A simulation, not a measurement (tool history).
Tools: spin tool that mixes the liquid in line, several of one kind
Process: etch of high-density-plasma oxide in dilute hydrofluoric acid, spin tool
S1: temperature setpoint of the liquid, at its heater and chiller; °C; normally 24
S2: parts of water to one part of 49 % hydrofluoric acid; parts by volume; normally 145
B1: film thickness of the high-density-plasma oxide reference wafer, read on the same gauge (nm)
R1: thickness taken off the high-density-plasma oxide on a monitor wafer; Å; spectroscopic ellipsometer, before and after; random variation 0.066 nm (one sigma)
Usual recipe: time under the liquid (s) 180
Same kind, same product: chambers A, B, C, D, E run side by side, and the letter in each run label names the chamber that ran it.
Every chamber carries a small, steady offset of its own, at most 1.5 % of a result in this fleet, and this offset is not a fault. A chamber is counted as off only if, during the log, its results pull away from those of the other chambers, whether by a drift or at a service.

Run 1A, day 0.592: usual settings; B1 120. Result: R1 102.96 Å.
At day 0.988: chamber B: hydrofluoric acid flow meter replaced.
Run 2E, day 1.175: usual settings; B1 119.97. Result: R1 103.56 Å.
At day 1.233: chamber D: thermometer replaced.
Run 3D, day 1.608: usual settings; B1 120.01. Result: R1 102.24 Å.
Run 4C, day 2.108: usual settings; B1 120.02. Result: R1 99.735 Å.
Run 5B, day 2.412: usual settings; B1 120.04. Result: R1 101.89 Å.
Run 6C, day 2.688: usual settings; B1 119.99. Result: R1 101.75 Å.
Run 7D, day 3.008: usual settings; B1 120.01. Result: R1 100.24 Å.
Run 8B, day 3.583: usual settings; B1 120.01. Result: R1 101.56 Å.
Run 9E, day 4.167: usual settings; B1 119.99. Result: R1 103.6 Å.
At day 4.238: chamber E: thermometer replaced.
Run 10A, day 4.692: usual settings but S1 22.5 °C; B1 120.01. Result: R1 96.05 Å.
Run 11D, day 4.992: usual settings but S1 22.5 °C; B1 120. Result: R1 94.551 Å.
Run 12E, day 5.596: usual settings but S1 22.5 °C; B1 120. Result: R1 96.731 Å.
Run 13C, day 5.962: usual settings but S1 22.5 °C; B1 120.01. Result: R1 95.38 Å.
Run 14B, day 6.458: usual settings but S1 22.5 °C; B1 119.99. Result: R1 96.144 Å.
Run 15A, day 6.825: usual settings; B1 120.01. Result: R1 103.13 Å.
Run 16C, day 7.208: usual settings; B1 120. Result: R1 101.22 Å.
Run 17E, day 7.742: usual settings; B1 120.01. Result: R1 102.34 Å.
Run 18B, day 8.1: usual settings but S1 21 °C, time under the liquid (s) 125; B1 120.03. Result: R1 62.821 Å.
At day 8.288: chamber B: thermometer replaced.
Run 19A, day 8.546: usual settings but S1 21 °C, time under the liquid (s) 125; B1 120.03. Result: R1 64.138 Å.
Run 20D, day 8.983: usual settings but S1 21 °C, time under the liquid (s) 125; B1 120. Result: R1 63.283 Å.
Run 21C, day 9.546: usual settings but S1 21 °C, time under the liquid (s) 125; B1 120.02. Result: R1 63.602 Å.
Run 22B, day 10.138: usual settings but S1 21 °C, time under the liquid (s) 125; B1 120.03. Result: R1 63.242 Å.
Run 23E, day 10.408: usual settings; B1 120.01. Result: R1 102.87 Å.
Run 24A, day 10.858: usual settings; B1 119.99. Result: R1 105.78 Å.
Run 25D, day 11.258: usual settings; B1 119.97. Result: R1 100.69 Å.
Run 26D, day 11.867: usual settings; B1 119.98. Result: R1 101.85 Å.
Run 27A, day 12.367: usual settings; B1 120. Result: R1 104.89 Å.
Run 28C, day 12.846: usual settings; B1 119.99. Result: R1 101.5 Å.
Run 29E, day 13.358: usual settings but S1 26 °C, time under the liquid (s) 280; B1 119.98. Result: R1 172.96 Å.
Run 30B, day 13.942: usual settings but S1 26 °C, time under the liquid (s) 280; B1 119.97. Result: R1 174.29 Å.
Run 31B, day 14.483: usual settings but S1 26 °C, time under the liquid (s) 280; B1 120. Result: R1 171.8 Å.
Run 32D, day 14.796: usual settings but S1 26 °C, time under the liquid (s) 280; B1 119.99. Result: R1 169.53 Å.
Run 33A, day 15.062: usual settings but S1 26 °C, time under the liquid (s) 280; B1 119.99. Result: R1 180.52 Å.

Decide between three cases: one chamber stands off from its peers, the gauge reading all wafers drifts, or nothing is wrong past each chamber's small offset. Where a chamber is off, say which and what most likely put it there.

It is chamber A that slowly wanders off from its peers.
Most likely cause: liquid hotter than its thermometer reads (K) = 1.34.
With only this log, it may be confused with: hydrofluoric acid flow above the setpoint (%).

Here are 4 candidates for chamber A's next run, each the usual settings with a change, their results left as question marks. Which one brings its results back in line with what the others give on the usual settings?
To be in line, a result may differ from the other chambers' mean on the usual settings by at most: R1 2.3 Å
Run 34A-1, day 15.5: usual settings but time under the liquid (s) 190. Result: R1 ?.
Run 34A-2, day 15.5: usual settings but time under the liquid (s) 170. Result: R1 ?.
Run 34A-3, day 15.5: usual settings but S1 24.5 °C. Result: R1 ?.
Run 34A-4, day 15.5: usual settings but S1 23.5 °C. Result: R1 ?.

What the other chambers average on the usual settings: R1 101.97 Å
  run      R1
34A-1  113.16
34A-2  101.25
34A-3  109.25
34A-4  105.19
34A-2 puts the chamber back in line with the other chambers.
